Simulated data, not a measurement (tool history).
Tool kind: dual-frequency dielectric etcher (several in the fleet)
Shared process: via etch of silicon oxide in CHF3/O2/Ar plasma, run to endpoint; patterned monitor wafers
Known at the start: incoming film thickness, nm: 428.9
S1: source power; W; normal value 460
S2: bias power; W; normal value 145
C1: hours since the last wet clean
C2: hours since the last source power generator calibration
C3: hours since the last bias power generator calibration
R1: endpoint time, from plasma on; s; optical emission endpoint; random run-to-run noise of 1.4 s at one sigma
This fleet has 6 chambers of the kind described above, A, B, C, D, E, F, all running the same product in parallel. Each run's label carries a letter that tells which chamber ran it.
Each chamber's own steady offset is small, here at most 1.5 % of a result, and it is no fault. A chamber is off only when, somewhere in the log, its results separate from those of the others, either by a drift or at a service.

run,hour,S1,S2,C1,C2,C3,R1
1D,4.5,460,145,178.1,255.7,884.7,258.52
2F,9.3,460,145,223.9,190.9,2480.5,258.38
3C,15.8,460,145,399.8,1036.1,130.6,260.78
4A,21.9,460,145,413.9,403.2,1358.2,259.69
5B,27.2,460,145,431.2,1256.5,344.7,258.02
6E,31.0,550,176,337.9,1800.6,1328.6,225.43
7A,36.2,550,176,428.2,417.5,1372.5,227.70
8D,42.9,550,176,216.5,294.1,923.1,226.44
9F,49.4,550,176,264.0,231.0,2520.6,224.51
# hour 53.0: chamber A: wet clean of the chamber
10C,54.2,550,176,438.2,1074.5,169.0,228.40
11B,59.4,550,176,463.4,1288.7,376.9,227.00
12E,66.0,460,145,372.9,1835.6,1363.6,258.82
13D,70.4,460,145,244.0,321.6,950.6,258.58
14A,77.5,460,145,24.5,458.8,1413.8,262.09
# hour 83.2: chamber F: bias power generator calibrated
15F,85.2,460,145,299.8,266.8,2.1,258.58
# hour 90.7: chamber C: wet clean of the chamber
16E,91.8,460,145,398.7,1861.4,1389.4,259.26
17C,97.2,460,145,6.6,1117.5,212.0,260.53
18B,101.1,460,145,505.1,1330.4,418.6,257.39
19E,105.4,460,159,412.3,1875.0,1403.0,251.48
20B,111.3,460,159,515.3,1340.6,428.8,247.87
21C,117.9,460,159,27.3,1138.2,232.7,251.66
22F,125.6,460,159,340.2,307.2,42.5,250.35
# hour 129.7: chamber B: wet clean of the chamber
23D,132.2,460,159,305.8,383.4,1012.4,248.33
24A,135.7,460,159,82.7,517.0,1472.0,253.19
25F,139.9,390,145,354.5,321.5,56.8,276.17
26C,144.6,390,145,54.0,1164.9,259.4,278.24
27D,152.3,390,145,325.9,403.5,1032.5,276.05
28A,160.3,390,145,107.3,541.6,1496.6,277.10
29B,165.3,390,145,35.6,1394.6,482.8,274.50
30E,172.9,390,145,479.8,1942.5,1470.5,273.30
31D,178.9,460,145,352.5,430.1,1059.1,260.36
32C,182.7,460,145,92.1,1203.0,297.5,259.89
33E,186.8,460,145,493.7,1956.4,1484.4,258.97
34B,190.5,460,145,60.8,1419.8,508.0,256.31
35F,196.9,460,131,411.5,378.5,113.8,265.10
36A,202.0,460,131,149.0,583.3,1538.3,269.88
37D,207.5,460,131,381.1,458.7,1087.7,268.12

Is one chamber off against the others, does the gauge drift, or is nothing wrong? If a chamber is off, say which, and what the likeliest cause is.

The fleet is healthy, with each chamber sitting at its usual small offset and no drift in the gauge.
